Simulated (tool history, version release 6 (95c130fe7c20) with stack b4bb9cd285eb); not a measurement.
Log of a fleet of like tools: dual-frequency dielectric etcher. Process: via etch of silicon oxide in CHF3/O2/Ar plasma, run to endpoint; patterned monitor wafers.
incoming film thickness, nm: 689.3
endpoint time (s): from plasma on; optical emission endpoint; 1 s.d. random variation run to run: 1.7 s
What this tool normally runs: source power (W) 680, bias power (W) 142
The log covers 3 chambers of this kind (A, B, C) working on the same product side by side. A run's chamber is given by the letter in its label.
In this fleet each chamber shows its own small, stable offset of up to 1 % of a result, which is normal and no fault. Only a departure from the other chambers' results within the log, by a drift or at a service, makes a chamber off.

-- hour=3.4 chamber A: wet clean of the chamber
run 1A hour=9.8 | source_power_(W)=680 bias_power_(W)=142 | endpoint_time_(s)=356.18
run 2B hour=21.2 | source_power_(W)=680 bias_power_(W)=142 | endpoint_time_(s)=356.89
run 3C hour=29.1 | source_power_(W)=680 bias_power_(W)=142 | endpoint_time_(s)=361.01
run 4C hour=40.3 | source_power_(W)=680 bias_power_(W)=142 | endpoint_time_(s)=361.97
run 5A hour=49.4 | source_power_(W)=750 bias_power_(W)=156 | endpoint_time_(s)=332.93
run 6B hour=59.8 | source_power_(W)=750 bias_power_(W)=156 | endpoint_time_(s)=331.46
run 7A hour=74.5 | source_power_(W)=750 bias_power_(W)=156 | endpoint_time_(s)=336.15
run 8C hour=82.9 | source_power_(W)=680 bias_power_(W)=142 | endpoint_time_(s)=361.22
run 9B hour=90.5 | source_power_(W)=680 bias_power_(W)=142 | endpoint_time_(s)=357.68
run 10A hour=101 | source_power_(W)=680 bias_power_(W)=142 | endpoint_time_(s)=358.52
run 11B hour=109.5 | source_power_(W)=680 bias_power_(W)=142 | endpoint_time_(s)=361.72
run 12C hour=118.1 | source_power_(W)=680 bias_power_(W)=142 | endpoint_time_(s)=358.91
run 13B hour=125.3 | source_power_(W)=680 bias_power_(W)=142 | endpoint_time_(s)=357.17
run 14A hour=132.8 | source_power_(W)=680 bias_power_(W)=142 | endpoint_time_(s)=358.77
-- hour=137.6 chamber B: wet clean of the chamber
run 15C hour=141.9 | source_power_(W)=680 bias_power_(W)=142 | endpoint_time_(s)=356.71
run 16A hour=155.2 | source_power_(W)=680 bias_power_(W)=142 | endpoint_time_(s)=358.2
run 17B hour=170.4 | source_power_(W)=680 bias_power_(W)=142 | endpoint_time_(s)=359.46
run 18C hour=179 | source_power_(W)=680 bias_power_(W)=142 | endpoint_time_(s)=354.93
run 19A hour=194.8 | source_power_(W)=680 bias_power_(W)=142 | endpoint_time_(s)=355.5
run 20C hour=204.2 | source_power_(W)=570 bias_power_(W)=142 | endpoint_time_(s)=376.63
run 21B hour=213 | source_power_(W)=570 bias_power_(W)=142 | endpoint_time_(s)=384.29
run 22C hour=226.6 | source_power_(W)=570 bias_power_(W)=142 | endpoint_time_(s)=378.06
run 23B hour=239.7 | source_power_(W)=680 bias_power_(W)=142 | endpoint_time_(s)=358.73
run 24A hour=253.9 | source_power_(W)=680 bias_power_(W)=142 | endpoint_time_(s)=354.02
run 25A hour=263.2 | source_power_(W)=680 bias_power_(W)=142 | endpoint_time_(s)=358.21
run 26C hour=278.9 | source_power_(W)=680 bias_power_(W)=172 | endpoint_time_(s)=325.85
run 27B hour=287.6 | source_power_(W)=680 bias_power_(W)=172 | endpoint_time_(s)=333.45
run 28B hour=297 | source_power_(W)=680 bias_power_(W)=172 | endpoint_time_(s)=334.48
run 29A hour=308.3 | source_power_(W)=680 bias_power_(W)=142 | endpoint_time_(s)=360.39
run 30C hour=316.4 | source_power_(W)=680 bias_power_(W)=142 | endpoint_time_(s)=347.2
run 31A hour=326.8 | source_power_(W)=680 bias_power_(W)=142 | endpoint_time_(s)=359.1

Decide between three cases: one chamber stands off from its peers, the gauge reading all wafers drifts, or nothing is wrong past each chamber's small offset. Where a chamber is off, say which and what most likely put it there.

One chamber, C, drifts off from the rest bit by bit.
What lies behind it: etch rate over this chamber's usual, % = 4.88.

Here are 4 candidates for chamber C's next run, each the usual settings with a change, their results left as question marks. Which one brings its results back in line with what the others give on the usual settings?
To be in line, a result may differ from the other chambers' mean on the usual settings by at most: endpoint time (s) 5.8
run 32C-1 hour=338.3 | source_power_(W)=720 bias_power_(W)=149 | endpoint_time_(s)=?
run 32C-2 hour=338.3 | source_power_(W)=680 bias_power_(W)=112 | endpoint_time_(s)=?
run 32C-3 hour=338.3 | source_power_(W)=750 bias_power_(W)=154 | endpoint_time_(s)=?
run 32C-4 hour=338.3 | source_power_(W)=640 bias_power_(W)=135 | endpoint_time_(s)=?

Mean of the other chambers on the usual settings: endpoint time (s) 358.17
run=32C-1 endpoint_time_(s)=332.37
run=32C-2 endpoint_time_(s)=371.03
run=32C-3 endpoint_time_(s)=323.73
run=32C-4 endpoint_time_(s)=358.92
The right change is 32C-4: it brings the chamber back within the allowed miss of the others.
